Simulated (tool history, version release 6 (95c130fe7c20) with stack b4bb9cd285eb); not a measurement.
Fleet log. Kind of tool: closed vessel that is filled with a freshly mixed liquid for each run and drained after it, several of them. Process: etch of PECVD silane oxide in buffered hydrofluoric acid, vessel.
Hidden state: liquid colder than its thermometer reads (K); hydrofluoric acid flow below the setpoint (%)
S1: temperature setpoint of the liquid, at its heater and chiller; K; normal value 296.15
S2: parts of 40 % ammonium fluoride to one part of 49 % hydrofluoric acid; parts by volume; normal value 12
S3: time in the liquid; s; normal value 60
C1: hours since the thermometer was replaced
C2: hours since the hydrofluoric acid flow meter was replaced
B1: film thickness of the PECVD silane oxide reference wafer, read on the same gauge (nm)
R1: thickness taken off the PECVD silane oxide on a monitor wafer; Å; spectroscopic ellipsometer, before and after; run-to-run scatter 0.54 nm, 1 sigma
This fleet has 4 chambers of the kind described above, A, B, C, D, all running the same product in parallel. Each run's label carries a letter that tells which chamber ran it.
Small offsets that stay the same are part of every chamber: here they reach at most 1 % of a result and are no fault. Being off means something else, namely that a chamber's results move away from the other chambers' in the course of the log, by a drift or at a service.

run,hour,S1,S2,S3,C1,C2,B1,R1
1C,5.6,296.15,12,60,354.6,370.2,59.944,777.77
2D,14.3,296.15,12,60,1407.1,78.9,59.994,776.04
3B,20.3,296.15,12,60,35.3,922.9,60.014,769.61
4A,26,296.15,12,60,653.6,452.9,60.002,766.57
5A,34.2,296.15,12,60,661.8,461.1,60.033,771.84
6C,40.2,296.15,12,60,389.2,404.8,60.007,775.41
7D,49.4,296.15,12,60,1442.2,114,60.023,764.04
8B,58.3,296.15,12,60,73.3,960.9,60.016,764.97
9C,64.7,296.15,12,60,413.7,429.3,60.048,776.28
10D,72.4,296.15,10.5,35,1465.2,137,60.007,515.52
11B,76.5,296.15,10.5,35,91.5,979.1,59.982,516.22
12A,84.9,296.15,10.5,35,712.5,511.8,59.928,506.69
13A,92.9,296.15,10.5,35,720.5,519.8,59.988,515.85
14B,97.1,296.15,12,60,112.1,999.7,60.015,763.82
15D,102.1,296.15,12,60,1494.9,166.7,60.01,774.89
16C,107.9,296.15,12,60,456.9,472.5,60.015,777.72
17D,112.4,296.15,12,60,1505.2,177,59.992,766.65
18B,116.8,296.15,12,60,131.8,1019.4,60.03,772.03
# hour 122: chamber A: thermometer replaced
19C,123.4,296.15,12,60,472.4,488,59.987,762.55
20A,130.5,296.15,12,60,8.5,557.4,59.981,766.9
21A,138.2,296.15,12,60,16.2,565.1,59.972,770.19
22B,143,296.15,12,60,158,1045.6,59.999,760.47
23C,150.5,296.15,12,60,499.5,515.1,60.018,749.31
24D,155.4,296.15,12,60,1548.2,220,60.012,761.58
25D,163,296.15,10,45,1555.8,227.6,60.004,694.75
26C,168.2,296.15,10,45,517.2,532.8,60.025,677.81
27B,173.9,296.15,10,45,188.9,1076.5,59.95,690.27
28A,180.9,296.15,10,45,58.9,607.8,59.999,696.23
29B,188.4,296.15,14,60,203.4,1091,60.022,657.29
30D,197.6,296.15,14,60,1590.4,262.2,60.043,658.67
31C,205.8,296.15,14,60,554.8,570.4,59.985,644.02
32A,214.9,296.15,14,60,92.9,641.8,60.023,657.55
33B,222.6,296.15,12,60,237.6,1125.2,60.002,774
34A,226.9,296.15,12,60,104.9,653.8,59.983,774.63
35C,233.9,296.15,12,60,582.9,598.5,60.068,723.81
36D,240.7,296.15,12,60,1633.5,305.3,60.006,769.84
37D,249.8,296.15,12,60,1642.6,314.4,59.955,754.77
38A,254.9,296.15,12,60,132.9,681.8,59.999,755.91
39C,260,296.15,12,60,609,624.6,59.989,725.57
40B,268.4,296.15,12,60,283.4,1171,59.942,759.85

Does one chamber stand apart from the rest, does the shared gauge drift, or is all well apart from small per-chamber offsets? Give the chamber and the most likely cause, where there is one.

It is chamber C that slowly wanders off from its peers.
Cause: hydrofluoric acid flow below the setpoint (%) = 7.26.
The log may not tell that from: liquid colder than its thermometer reads (K).

Which of the 4 candidates below, each the usual settings with something changed and its results left as question marks, puts chamber C back in line with what the other chambers give on the usual settings?
In-line tolerance around the mean of the other chambers on the usual settings: R1 19 Å
41C-1,275.2,296.15,11.5,65,,,,?
41C-2,275.2,296.15,12.5,55,,,,?
41C-3,275.2,297.15,12,60,,,,?
41C-4,275.2,295.15,12,60,,,,?

The mean the other chambers reach with the usual settings: R1 767.85 Å
run,R1
41C-1,816.57
41C-2,636.24
41C-3,763.82
41C-4,683.59
With 41C-3, the chamber falls back in line with the rest.

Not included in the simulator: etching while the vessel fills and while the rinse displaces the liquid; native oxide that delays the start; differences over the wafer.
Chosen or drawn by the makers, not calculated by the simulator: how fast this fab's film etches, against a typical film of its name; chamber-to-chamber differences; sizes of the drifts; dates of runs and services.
